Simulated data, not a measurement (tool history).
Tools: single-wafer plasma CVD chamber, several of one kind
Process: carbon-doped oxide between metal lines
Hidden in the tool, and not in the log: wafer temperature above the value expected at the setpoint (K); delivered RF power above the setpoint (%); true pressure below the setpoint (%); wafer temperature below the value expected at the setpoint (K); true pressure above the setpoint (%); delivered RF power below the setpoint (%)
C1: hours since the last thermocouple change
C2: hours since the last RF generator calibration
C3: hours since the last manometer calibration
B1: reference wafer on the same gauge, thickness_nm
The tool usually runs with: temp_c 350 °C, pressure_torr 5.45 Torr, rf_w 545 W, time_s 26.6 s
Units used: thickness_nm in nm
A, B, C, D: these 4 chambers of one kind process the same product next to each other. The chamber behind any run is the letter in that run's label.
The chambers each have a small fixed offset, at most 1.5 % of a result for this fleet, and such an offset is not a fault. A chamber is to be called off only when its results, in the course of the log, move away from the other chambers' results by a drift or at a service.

run 1D hour=3.5 | temp_c=350 pressure_torr=5.45 rf_w=545 time_s=26.6 | C1=857.1 C2=651.9 C3=1639.9 | B1=149.81 | thickness_nm=145.60
run 2C hour=10.1 | temp_c=350 pressure_torr=5.45 rf_w=545 time_s=26.6 | C1=76.6 C2=878.1 C3=2042.8 | B1=149.92 | thickness_nm=145.18
run 3A hour=16.1 | temp_c=350 pressure_torr=5.45 rf_w=545 time_s=26.6 | C1=2397.7 C2=1991.1 C3=780.5 | B1=149.85 | thickness_nm=146.88
run 4B hour=20.7 | temp_c=350 pressure_torr=5.45 rf_w=545 time_s=26.6 | C1=968.9 C2=2101.9 C3=212.6 | B1=150.02 | thickness_nm=148.41
run 5D hour=26.9 | temp_c=350 pressure_torr=5.45 rf_w=545 time_s=26.6 | C1=880.5 C2=675.3 C3=1663.3 | B1=149.84 | thickness_nm=146.31
run 6A hour=32.9 | temp_c=350 pressure_torr=5.45 rf_w=625 time_s=26.6 | C1=2414.5 C2=2007.9 C3=797.3 | B1=149.94 | thickness_nm=160.84
run 7C hour=37.0 | temp_c=350 pressure_torr=5.45 rf_w=625 time_s=26.6 | C1=103.5 C2=905.0 C3=2069.7 | B1=149.78 | thickness_nm=157.47
run 8B hour=43.1 | temp_c=350 pressure_torr=5.45 rf_w=625 time_s=26.6 | C1=991.3 C2=2124.3 C3=235.0 | B1=150.05 | thickness_nm=160.77
run 9A hour=48.9 | temp_c=350 pressure_torr=5.45 rf_w=625 time_s=26.6 | C1=2430.5 C2=2023.9 C3=813.3 | B1=150.00 | thickness_nm=159.29
run 10B hour=53.6 | temp_c=350 pressure_torr=5.45 rf_w=545 time_s=26.6 | C1=1001.8 C2=2134.8 C3=245.5 | B1=149.74 | thickness_nm=148.00
run 11C hour=59.4 | temp_c=350 pressure_torr=5.45 rf_w=545 time_s=26.6 | C1=125.9 C2=927.4 C3=2092.1 | B1=150.17 | thickness_nm=145.95
run 12D hour=65.6 | temp_c=350 pressure_torr=5.45 rf_w=545 time_s=26.6 | C1=919.2 C2=714.0 C3=1702.0 | B1=149.87 | thickness_nm=145.80
run 13D hour=71.0 | temp_c=350 pressure_torr=5.45 rf_w=545 time_s=26.6 | C1=924.6 C2=719.4 C3=1707.4 | B1=150.12 | thickness_nm=145.78
run 14C hour=76.8 | temp_c=350 pressure_torr=5.45 rf_w=545 time_s=26.6 | C1=143.3 C2=944.8 C3=2109.5 | B1=150.17 | thickness_nm=145.13
run 15B hour=83.6 | temp_c=350 pressure_torr=5.45 rf_w=545 time_s=26.6 | C1=1031.8 C2=2164.8 C3=275.5 | B1=149.97 | thickness_nm=146.65
-- hour=85.1 chamber B: RF generator calibrated
run 16A hour=86.7 | temp_c=350 pressure_torr=5.45 rf_w=545 time_s=26.6 | C1=2468.3 C2=2061.7 C3=851.1 | B1=150.06 | thickness_nm=146.79
run 17D hour=90.4 | temp_c=350 pressure_torr=5.45 rf_w=545 time_s=26.6 | C1=944.0 C2=738.8 C3=1726.8 | B1=149.98 | thickness_nm=144.14
run 18A hour=97.3 | temp_c=350 pressure_torr=5.45 rf_w=545 time_s=26.6 | C1=2478.9 C2=2072.3 C3=861.7 | B1=149.99 | thickness_nm=146.93
run 19B hour=102.9 | temp_c=350 pressure_torr=5.45 rf_w=545 time_s=26.6 | C1=1051.1 C2=17.8 C3=294.8 | B1=150.04 | thickness_nm=148.88
run 20C hour=106.4 | temp_c=350 pressure_torr=5.45 rf_w=545 time_s=26.6 | C1=172.9 C2=974.4 C3=2139.1 | B1=150.02 | thickness_nm=145.29
run 21C hour=110.3 | temp_c=342 pressure_torr=5.45 rf_w=545 time_s=23.1 | C1=176.8 C2=978.3 C3=2143.0 | B1=149.92 | thickness_nm=128.66
run 22A hour=116.0 | temp_c=342 pressure_torr=5.45 rf_w=545 time_s=23.1 | C1=2497.6 C2=2091.0 C3=880.4 | B1=150.02 | thickness_nm=130.94
run 23D hour=122.7 | temp_c=342 pressure_torr=5.45 rf_w=545 time_s=23.1 | C1=976.3 C2=771.1 C3=1759.1 | B1=149.95 | thickness_nm=126.90
run 24B hour=127.9 | temp_c=342 pressure_torr=5.45 rf_w=545 time_s=23.1 | C1=1076.1 C2=42.8 C3=319.8 | B1=150.09 | thickness_nm=131.95
run 25A hour=132.2 | temp_c=350 pressure_torr=6.43 rf_w=480 time_s=26.6 | C1=2513.8 C2=2107.2 C3=896.6 | B1=150.05 | thickness_nm=138.41
run 26C hour=135.4 | temp_c=350 pressure_torr=6.43 rf_w=480 time_s=26.6 | C1=201.9 C2=1003.4 C3=2168.1 | B1=149.92 | thickness_nm=135.20
run 27D hour=141.5 | temp_c=350 pressure_torr=6.43 rf_w=480 time_s=26.6 | C1=995.1 C2=789.9 C3=1777.9 | B1=150.02 | thickness_nm=133.25

Each of the 4 chambers runs these same settings next. Fill in every chamber's results:
run 28A hour=146.6 | temp_c=350 pressure_torr=6.02 rf_w=545 time_s=26.6 | thickness_nm=?
run 28B hour=146.6 | temp_c=350 pressure_torr=6.02 rf_w=545 time_s=26.6 | thickness_nm=?
run 28C hour=146.6 | temp_c=350 pressure_torr=6.02 rf_w=545 time_s=26.6 | thickness_nm=?
run 28D hour=146.6 | temp_c=350 pressure_torr=6.02 rf_w=545 time_s=26.6 | thickness_nm=?

run=28A thickness_nm=148.97
run=28B thickness_nm=148.76
run=28C thickness_nm=146.86
run=28D thickness_nm=140.63
